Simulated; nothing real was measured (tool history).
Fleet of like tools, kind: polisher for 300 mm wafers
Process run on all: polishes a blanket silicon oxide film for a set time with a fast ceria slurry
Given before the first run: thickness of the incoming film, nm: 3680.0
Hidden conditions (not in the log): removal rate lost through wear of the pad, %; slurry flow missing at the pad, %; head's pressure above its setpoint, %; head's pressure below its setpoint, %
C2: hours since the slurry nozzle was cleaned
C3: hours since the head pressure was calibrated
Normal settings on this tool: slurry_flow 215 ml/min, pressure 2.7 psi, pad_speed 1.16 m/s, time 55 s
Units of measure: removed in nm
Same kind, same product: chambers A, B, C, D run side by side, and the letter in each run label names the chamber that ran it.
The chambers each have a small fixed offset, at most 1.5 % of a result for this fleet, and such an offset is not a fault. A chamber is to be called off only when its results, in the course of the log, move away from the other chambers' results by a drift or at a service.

run 1B hour=4.8 | slurry_flow=215 pressure=2.7 pad_speed=1.16 time=55 | wafers_polished_on_this_pad=748 C2=103.4 C3=1381.6 | removed=948.94
run 2C hour=9.3 | slurry_flow=215 pressure=2.7 pad_speed=1.16 time=55 | wafers_polished_on_this_pad=134 C2=165.1 C3=364.3 | removed=949.46
-- hour=11.5 chamber B: worn pad replaced by a new one
run 3A hour=18.2 | slurry_flow=215 pressure=2.7 pad_speed=1.16 time=55 | wafers_polished_on_this_pad=470 C2=182.9 C3=650.2 | removed=957.15
run 4D hour=26.1 | slurry_flow=215 pressure=2.7 pad_speed=1.16 time=55 | wafers_polished_on_this_pad=426 C2=82.9 C3=1129.3 | removed=949.76
run 5A hour=30.4 | slurry_flow=150 pressure=3.1 pad_speed=1.16 time=55 | wafers_polished_on_this_pad=623 C2=195.1 C3=662.4 | removed=1048.1
run 6D hour=37.5 | slurry_flow=150 pressure=3.1 pad_speed=1.16 time=55 | wafers_polished_on_this_pad=568 C2=94.3 C3=1140.7 | removed=1022.6
run 7B hour=41.5 | slurry_flow=150 pressure=3.1 pad_speed=1.16 time=55 | wafers_polished_on_this_pad=375 C2=140.1 C3=1418.3 | removed=1060.2
run 8C hour=46 | slurry_flow=150 pressure=3.1 pad_speed=1.16 time=55 | wafers_polished_on_this_pad=593 C2=201.8 C3=401 | removed=1046.8
-- hour=50.1 chamber D: worn pad replaced by a new one
run 9A hour=52.2 | slurry_flow=215 pressure=2.7 pad_speed=1.16 time=55 | wafers_polished_on_this_pad=896 C2=216.9 C3=684.2 | removed=935.24
-- hour=54.4 chamber C: slurry nozzle cleaned
run 10B hour=57.1 | slurry_flow=215 pressure=2.7 pad_speed=1.16 time=55 | wafers_polished_on_this_pad=571 C2=155.7 C3=1433.9 | removed=976.01
-- hour=60.7 chamber D: head pressure recalibrated
run 11C hour=65.2 | slurry_flow=215 pressure=2.7 pad_speed=1.16 time=55 | wafers_polished_on_this_pad=834 C2=10.8 C3=420.2 | removed=950.04
run 12D hour=74.1 | slurry_flow=215 pressure=2.7 pad_speed=1.16 time=55 | wafers_polished_on_this_pad=301 C2=130.9 C3=13.5 | removed=961.49
-- hour=76.6 chamber A: worn pad replaced by a new one
-- hour=77 chamber B: head pressure recalibrated
run 13A hour=78.1 | slurry_flow=215 pressure=2.7 pad_speed=1.16 time=55 | wafers_polished_on_this_pad=19 C2=242.8 C3=710.1 | removed=939.55
-- hour=78.3 chamber B: worn pad replaced by a new one
run 14C hour=84.2 | slurry_flow=215 pressure=2.7 pad_speed=1.16 time=55 | wafers_polished_on_this_pad=1072 C2=29.8 C3=439.2 | removed=935.17
run 15D hour=89.8 | slurry_flow=215 pressure=2.7 pad_speed=1.16 time=55 | wafers_polished_on_this_pad=498 C2=146.6 C3=29.2 | removed=945.58
run 16B hour=97.3 | slurry_flow=215 pressure=2.7 pad_speed=1.16 time=55 | wafers_polished_on_this_pad=239 C2=195.9 C3=20.3 | removed=870.85
run 17D hour=103.1 | slurry_flow=215 pressure=2.7 pad_speed=1.16 time=55 | wafers_polished_on_this_pad=664 C2=159.9 C3=42.5 | removed=935.26
-- hour=105.7 chamber C: worn pad replaced by a new one
run 18C hour=107.3 | slurry_flow=215 pressure=2.7 pad_speed=1.16 time=55 | wafers_polished_on_this_pad=20 C2=52.9 C3=462.3 | removed=950.75
-- hour=112.6 chamber D: worn pad replaced by a new one
run 19A hour=113.4 | slurry_flow=215 pressure=2.7 pad_speed=1.16 time=55 | wafers_polished_on_this_pad=461 C2=278.1 C3=745.4 | removed=942.54
run 20B hour=120.7 | slurry_flow=215 pressure=2.7 pad_speed=1.16 time=37 | wafers_polished_on_this_pad=532 C2=219.3 C3=43.7 | removed=585.95
run 21A hour=126.6 | slurry_flow=215 pressure=2.7 pad_speed=1.16 time=37 | wafers_polished_on_this_pad=626 C2=291.3 C3=758.6 | removed=651.38
run 22C hour=134.7 | slurry_flow=215 pressure=2.7 pad_speed=1.16 time=37 | wafers_polished_on_this_pad=363 C2=80.3 C3=489.7 | removed=649.47
run 23D hour=138.8 | slurry_flow=215 pressure=2.7 pad_speed=1.16 time=37 | wafers_polished_on_this_pad=328 C2=195.6 C3=78.2 | removed=634.24
run 24B hour=145.2 | slurry_flow=215 pressure=2.7 pad_speed=1.16 time=55 | wafers_polished_on_this_pad=838 C2=243.8 C3=68.2 | removed=854.27
-- hour=148.2 chamber B: worn pad replaced by a new one
run 25C hour=153 | slurry_flow=215 pressure=2.7 pad_speed=1.16 time=55 | wafers_polished_on_this_pad=592 C2=98.6 C3=508 | removed=967.25
run 26D hour=157.3 | slurry_flow=215 pressure=2.7 pad_speed=1.16 time=55 | wafers_polished_on_this_pad=559 C2=214.1 C3=96.7 | removed=935.41
-- hour=159.7 chamber D: worn pad replaced by a new one
run 27B hour=162.3 | slurry_flow=175 pressure=2.7 pad_speed=1.16 time=55 | wafers_polished_on_this_pad=176 C2=260.9 C3=85.3 | removed=848.45
run 28A hour=170.4 | slurry_flow=175 pressure=2.7 pad_speed=1.16 time=55 | wafers_polished_on_this_pad=1174 C2=335.1 C3=802.4 | removed=926.18
run 29A hour=176.8 | slurry_flow=175 pressure=2.7 pad_speed=1.16 time=55 | wafers_polished_on_this_pad=1255 C2=341.5 C3=808.8 | removed=916.39
run 30D hour=182.6 | slurry_flow=175 pressure=2.7 pad_speed=1.16 time=55 | wafers_polished_on_this_pad=287 C2=239.4 C3=122 | removed=944.76

All 4 chambers run these settings next. Forecast each chamber's results:
run 31A hour=189.1 | slurry_flow=245 pressure=2.7 pad_speed=1.16 time=55 | removed=?
run 31B hour=189.1 | slurry_flow=245 pressure=2.7 pad_speed=1.16 time=55 | removed=?
run 31C hour=189.1 | slurry_flow=245 pressure=2.7 pad_speed=1.16 time=55 | removed=?
run 31D hour=189.1 | slurry_flow=245 pressure=2.7 pad_speed=1.16 time=55 | removed=?

run=31A removed=938.83
run=31B removed=882.65
run=31C removed=970.83
run=31D removed=962.61
